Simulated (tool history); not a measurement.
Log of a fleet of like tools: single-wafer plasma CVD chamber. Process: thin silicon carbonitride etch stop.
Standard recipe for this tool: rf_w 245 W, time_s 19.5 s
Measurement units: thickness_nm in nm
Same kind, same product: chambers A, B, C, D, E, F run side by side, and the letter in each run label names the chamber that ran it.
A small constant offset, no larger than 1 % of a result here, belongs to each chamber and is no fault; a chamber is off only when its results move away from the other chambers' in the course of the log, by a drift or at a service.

run   hour  rf_w  time_s  read-back reference wafer on the same gauge, thickness_nm  thickness_nm
 1A    3.4   245    19.5                                                     11.001       11.8280
 2E    8.4   245    19.5                                                     11.000       11.7830
 3F   14.0   245    19.5                                                     10.992       11.7600
 4D   18.1   245    19.5                                                     10.991       11.8940
 5C   24.8   245    19.5                                                     11.004       11.6900
 6B   30.6   245    19.5                                                     11.002       11.7730
      31.5  -- chamber C: RF generator calibrated
 7A   36.6   245    19.5                                                     11.008       11.8280
 8F   43.0   265    19.5                                                     10.994       11.9810
 9D   46.8   265    19.5                                                     11.009       12.1510
10C   52.2   265    19.5                                                     11.005       11.9290
11B   58.5   265    19.5                                                     11.000       12.0470
12E   62.4   265    19.5                                                     10.991       12.0690
13D   68.1   265    19.5                                                     11.010       12.1230
14A   71.7   270    16.1                                                     10.998       10.0160
15F   74.9   270    16.1                                                     10.998        9.9792
16B   79.2   270    16.1                                                     10.995       10.0550
17E   85.7   270    16.1                                                     10.996       10.0650
18C   91.6   270    16.1                                                     10.995        9.9888
19A   98.1   270    16.1                                                     11.006       10.0570
20D  102.8   245    19.5                                                     11.000       11.8900
21E  105.8   280    23.1                                                     10.992       14.5830
22B  109.3   280    23.1                                                     11.006       14.5060
23F  113.9   280    23.1                                                     10.991       14.4550
24C  119.6   280    23.1                                                     11.001       14.4450
25A  126.0   280    23.1                                                     10.998       14.5980
26C  131.1   280    23.1                                                     10.995       14.4560
27E  134.3   245    19.5                                                     10.994       11.8460
28D  138.2   280    22.9                                                     10.999       14.5820
29B  141.2   280    22.9                                                     10.999       14.3710
30F  144.4   280    22.9                                                     11.003       14.3600
31E  148.8   280    22.9                                                     11.005       14.4360
32A  153.6   280    22.9                                                     11.002       14.4010
33F  158.6   280    22.9                                                     11.000       14.3570
34B  162.1   245    19.5                                                     11.000       11.8020
35D  168.4   245    19.5                                                     10.999       11.9710
36C  174.1   245    19.5                                                     10.995       11.7170
37F  177.0   245    19.5                                                     11.008       11.7290

Predict what each chamber gives when all 6 of them run the settings below next.
38A  181.8   245    19.5                                                                        ?
38B  181.8   245    19.5                                                                        ?
38C  181.8   245    19.5                                                                        ?
38D  181.8   245    19.5                                                                        ?
38E  181.8   245    19.5                                                                        ?
38F  181.8   245    19.5                                                                        ?

run  thickness_nm
38A       11.7670
38B       11.8480
38C       11.7520
38D       11.8380
38E       11.7910
38F       11.8080
